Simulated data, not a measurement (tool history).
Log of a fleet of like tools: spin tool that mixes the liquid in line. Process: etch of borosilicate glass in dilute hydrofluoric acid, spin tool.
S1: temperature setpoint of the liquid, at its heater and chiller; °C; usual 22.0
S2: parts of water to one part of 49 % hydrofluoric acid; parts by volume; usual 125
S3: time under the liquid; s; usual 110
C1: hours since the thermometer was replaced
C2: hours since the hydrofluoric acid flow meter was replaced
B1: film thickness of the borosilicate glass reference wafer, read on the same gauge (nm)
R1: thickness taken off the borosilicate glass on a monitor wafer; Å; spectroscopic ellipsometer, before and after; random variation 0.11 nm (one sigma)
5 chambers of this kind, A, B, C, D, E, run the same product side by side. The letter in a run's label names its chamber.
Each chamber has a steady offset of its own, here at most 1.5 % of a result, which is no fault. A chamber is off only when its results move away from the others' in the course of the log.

run 1D hour=6.4 | S1=22.0 S2=125 S3=110 | C1=1740.7 C2=244.6 | B1=29.994 | R1=240.24
run 2B hour=12.8 | S1=22.0 S2=125 S3=110 | C1=570.0 C2=836.9 | B1=30.007 | R1=237.95
run 3C hour=19.4 | S1=22.0 S2=125 S3=110 | C1=338.6 C2=864.0 | B1=30.041 | R1=240.14
run 4A hour=29.6 | S1=22.0 S2=125 S3=110 | C1=144.7 C2=1021.9 | B1=30.008 | R1=241.72
-- hour=35.6 chamber A: hydrofluoric acid flow meter replaced
run 5E hour=36.2 | S1=22.0 S2=125 S3=110 | C1=1988.5 C2=1107.1 | B1=30.017 | R1=238.92
run 6A hour=45.8 | S1=18.0 S2=125 S3=110 | C1=160.9 C2=10.3 | B1=29.978 | R1=208.11
run 7D hour=53.4 | S1=18.0 S2=125 S3=110 | C1=1787.7 C2=291.6 | B1=29.959 | R1=204.70
run 8E hour=59.0 | S1=18.0 S2=125 S3=110 | C1=2011.3 C2=1129.9 | B1=29.976 | R1=204.49
run 9C hour=66.5 | S1=18.0 S2=125 S3=110 | C1=385.7 C2=911.1 | B1=30.027 | R1=206.87
run 10B hour=75.1 | S1=18.0 S2=125 S3=110 | C1=632.3 C2=899.2 | B1=30.012 | R1=202.96
run 11A hour=81.8 | S1=22.0 S2=125 S3=110 | C1=196.9 C2=46.3 | B1=29.999 | R1=243.43
run 12B hour=90.4 | S1=22.0 S2=125 S3=110 | C1=647.6 C2=914.5 | B1=30.014 | R1=238.92
run 13C hour=97.5 | S1=22.0 S2=125 S3=110 | C1=416.7 C2=942.1 | B1=29.948 | R1=241.28
run 14E hour=104.8 | S1=22.0 S2=125 S3=110 | C1=2057.1 C2=1175.7 | B1=29.976 | R1=237.13
run 15D hour=112.1 | S1=22.0 S2=125 S3=110 | C1=1846.4 C2=350.3 | B1=30.007 | R1=239.48
run 16E hour=117.9 | S1=22.0 S2=125 S3=110 | C1=2070.2 C2=1188.8 | B1=29.944 | R1=239.95
run 17C hour=127.4 | S1=22.0 S2=125 S3=110 | C1=446.6 C2=972.0 | B1=30.027 | R1=239.60
-- hour=132.0 chamber E: thermometer replaced
run 18B hour=138.1 | S1=22.0 S2=125 S3=110 | C1=695.3 C2=962.2 | B1=30.019 | R1=235.11
run 19D hour=146.0 | S1=22.0 S2=125 S3=110 | C1=1880.3 C2=384.2 | B1=30.013 | R1=238.74
run 20A hour=151.5 | S1=22.0 S2=125 S3=110 | C1=266.6 C2=116.0 | B1=30.033 | R1=244.13
run 21D hour=158.7 | S1=22.0 S2=125 S3=110 | C1=1893.0 C2=396.9 | B1=30.014 | R1=238.80
run 22B hour=168.9 | S1=22.0 S2=125 S3=110 | C1=726.1 C2=993.0 | B1=30.020 | R1=233.82
run 23A hour=177.2 | S1=22.0 S2=125 S3=110 | C1=292.3 C2=141.7 | B1=29.974 | R1=242.61
run 24E hour=187.3 | S1=22.0 S2=125 S3=110 | C1=55.4 C2=1258.2 | B1=30.033 | R1=240.45
-- hour=193.9 chamber C: hydrofluoric acid flow meter replaced
run 25C hour=197.5 | S1=25.5 S2=125 S3=110 | C1=516.7 C2=3.7 | B1=30.034 | R1=274.01
run 26B hour=204.7 | S1=25.5 S2=125 S3=110 | C1=761.9 C2=1028.8 | B1=29.978 | R1=266.95
run 27A hour=211.6 | S1=25.5 S2=125 S3=110 | C1=326.7 C2=176.1 | B1=29.952 | R1=280.67
run 28E hour=223.4 | S1=25.5 S2=125 S3=110 | C1=91.5 C2=1294.3 | B1=29.981 | R1=272.54
run 29D hour=231.4 | S1=25.5 S2=125 S3=110 | C1=1965.7 C2=469.6 | B1=29.999 | R1=275.20
run 30C hour=240.0 | S1=22.0 S2=125 S3=110 | C1=559.2 C2=46.2 | B1=30.003 | R1=238.01
run 31C hour=251.6 | S1=22.0 S2=125 S3=110 | C1=570.8 C2=57.8 | B1=29.994 | R1=239.87
run 32B hour=257.7 | S1=22.0 S2=125 S3=110 | C1=814.9 C2=1081.8 | B1=30.010 | R1=228.71

Is one chamber off against the others, does the gauge drift, or is nothing wrong? If a chamber is off, say which, and what the likeliest cause is.

Chamber B drifts away from the others.
Cause: hydrofluoric acid flow below the setpoint (%) = 3.63.
The log may not tell that from: liquid colder than its thermometer reads (K).

Here are 4 candidates for chamber B's next run, each the usual settings with a change, their results left as question marks. Which one brings its results back in line with what the others give on the usual settings?
In line means no further than this from the other chambers' mean on the usual settings: R1 3.70 Å
run 33B-1 hour=266.7 | S1=20.0 S2=125 S3=110 | R1=?
run 33B-2 hour=266.7 | S1=22.0 S2=125 S3=105 | R1=?
run 33B-3 hour=266.7 | S1=24.0 S2=125 S3=110 | R1=?
run 33B-4 hour=266.7 | S1=22.0 S2=125 S3=115 | R1=?

The other chambers' mean on the usual settings: R1 240.77 Å
run=33B-1 R1=211.75
run=33B-2 R1=219.19
run=33B-3 R1=248.62
run=33B-4 R1=240.06
33B-4 brings the chamber back in line.

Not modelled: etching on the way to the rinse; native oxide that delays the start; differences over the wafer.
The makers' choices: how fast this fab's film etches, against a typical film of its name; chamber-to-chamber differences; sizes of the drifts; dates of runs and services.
